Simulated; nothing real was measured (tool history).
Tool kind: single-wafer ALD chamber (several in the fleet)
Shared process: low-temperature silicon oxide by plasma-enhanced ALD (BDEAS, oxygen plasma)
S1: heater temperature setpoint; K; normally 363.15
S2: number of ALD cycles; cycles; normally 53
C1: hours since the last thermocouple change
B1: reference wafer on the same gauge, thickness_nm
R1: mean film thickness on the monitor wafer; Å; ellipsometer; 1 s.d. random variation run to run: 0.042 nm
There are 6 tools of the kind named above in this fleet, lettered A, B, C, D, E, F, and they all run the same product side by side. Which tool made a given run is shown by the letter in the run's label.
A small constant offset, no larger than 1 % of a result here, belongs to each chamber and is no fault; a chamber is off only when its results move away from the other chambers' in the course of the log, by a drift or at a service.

Run 1F, hour 4.9: usual settings; C1 993.4; B1 6.7484. Result: R1 78.5 Å.
Run 2C, hour 12.6: usual settings; C1 1636.9; B1 6.7453. Result: R1 77.575 Å.
Run 3E, hour 18.5: usual settings; C1 354.7; B1 6.7468. Result: R1 78.654 Å.
Run 4A, hour 24.6: usual settings; C1 646.4; B1 6.7547. Result: R1 78.387 Å.
Run 5D, hour 29.9: usual settings; C1 69.4; B1 6.7583. Result: R1 77.622 Å.
Run 6B, hour 35.6: usual settings; C1 242.2; B1 6.7514. Result: R1 78.623 Å.
Run 7D, hour 44.1: usual settings; C1 83.6; B1 6.7561. Result: R1 78.601 Å.
Run 8C, hour 48.9: usual settings but S1 354.15 K; C1 1673.2; B1 6.7579. Result: R1 80.783 Å.
Run 9B, hour 56.3: usual settings but S1 354.15 K; C1 262.9; B1 6.7448. Result: R1 81.099 Å.
Run 10A, hour 63.8: usual settings but S1 354.15 K; C1 685.6; B1 6.7494. Result: R1 80.229 Å.
Run 11F, hour 72.3: usual settings but S1 354.15 K; C1 1060.8; B1 6.7461. Result: R1 81.229 Å.
Run 12E, hour 77.4: usual settings but S1 354.15 K; C1 413.6; B1 6.75. Result: R1 80.905 Å.
Run 13F, hour 81.6: usual settings but S1 354.15 K; C1 1070.1; B1 6.7556. Result: R1 81.259 Å.
Run 14C, hour 90.4: usual settings; C1 1714.7; B1 6.7443. Result: R1 78.763 Å.
Run 15D, hour 96.5: usual settings; C1 136; B1 6.7464. Result: R1 78.485 Å.
Run 16E, hour 102.1: usual settings; C1 438.3; B1 6.7451. Result: R1 78.237 Å.
Run 17A, hour 108.5: usual settings; C1 730.3; B1 6.7452. Result: R1 78.294 Å.
Run 18B, hour 116.7: usual settings; C1 323.3; B1 6.7546. Result: R1 78.668 Å.
Run 19A, hour 123.9: usual settings but S1 373.15 K; C1 745.7; B1 6.7445. Result: R1 75.839 Å.
Run 20D, hour 129.7: usual settings but S1 373.15 K; C1 169.2; B1 6.7556. Result: R1 75.694 Å.
Run 21B, hour 134.8: usual settings but S1 373.15 K; C1 341.4; B1 6.7557. Result: R1 75.604 Å.
Run 22F, hour 141.1: usual settings but S1 373.15 K; C1 1129.6; B1 6.7502. Result: R1 76.634 Å.
Run 23C, hour 146.4: usual settings but S1 373.15 K; C1 1770.7; B1 6.7594. Result: R1 75.639 Å.
Run 24E, hour 154.9: usual settings but S1 373.15 K; C1 491.1; B1 6.7582. Result: R1 75.722 Å.
Run 25D, hour 159.7: usual settings; C1 199.2; B1 6.7601. Result: R1 78.482 Å.
Run 26F, hour 167: usual settings but S1 352.15 K; C1 1155.5; B1 6.7458. Result: R1 81.062 Å.
Run 27A, hour 174.6: usual settings but S1 352.15 K; C1 796.4; B1 6.7446. Result: R1 81.005 Å.
Run 28C, hour 180.4: usual settings but S1 352.15 K; C1 1804.7; B1 6.7589. Result: R1 81.197 Å.
Run 29B, hour 188.5: usual settings but S1 352.15 K; C1 395.1; B1 6.7484. Result: R1 81.287 Å.
Run 30E, hour 193.8: usual settings but S1 352.15 K; C1 530; B1 6.7523. Result: R1 81.291 Å.
Run 31E, hour 198.5: usual settings but S1 352.15 K; C1 534.7; B1 6.7545. Result: R1 80.873 Å.
Run 32B, hour 206.3: usual settings but S1 350.15 K, S2 46 cycles; C1 412.9; B1 6.7577. Result: R1 71.088 Å.
Run 33F, hour 210.7: usual settings but S1 350.15 K, S2 46 cycles; C1 1199.2; B1 6.7458. Result: R1 71.868 Å.
Run 34D, hour 217.2: usual settings but S1 350.15 K, S2 46 cycles; C1 256.7; B1 6.7593. Result: R1 71.089 Å.
Run 35C, hour 224.5: usual settings but S1 350.15 K, S2 46 cycles; C1 1848.8; B1 6.7629. Result: R1 70.851 Å.
Run 36A, hour 230: usual settings but S1 350.15 K, S2 46 cycles; C1 851.8; B1 6.7559. Result: R1 70.405 Å.
Run 37F, hour 236.7: usual settings but S1 350.15 K, S2 46 cycles; C1 1225.2; B1 6.7419. Result: R1 71.267 Å.

Next, all 6 chambers run the settings below, one line each with question marks for the results. What does each chamber give?
Run 38A, hour 243.1: usual settings but S1 358.15 K. Result: R1 ?.
Run 38B, hour 243.1: usual settings but S1 358.15 K. Result: R1 ?.
Run 38C, hour 243.1: usual settings but S1 358.15 K. Result: R1 ?.
Run 38D, hour 243.1: usual settings but S1 358.15 K. Result: R1 ?.
Run 38E, hour 243.1: usual settings but S1 358.15 K. Result: R1 ?.
Run 38F, hour 243.1: usual settings but S1 358.15 K. Result: R1 ?.

run      R1
38A  79.418
38B  79.847
38C  79.871
38D  79.378
38E   78.74
38F   79.39
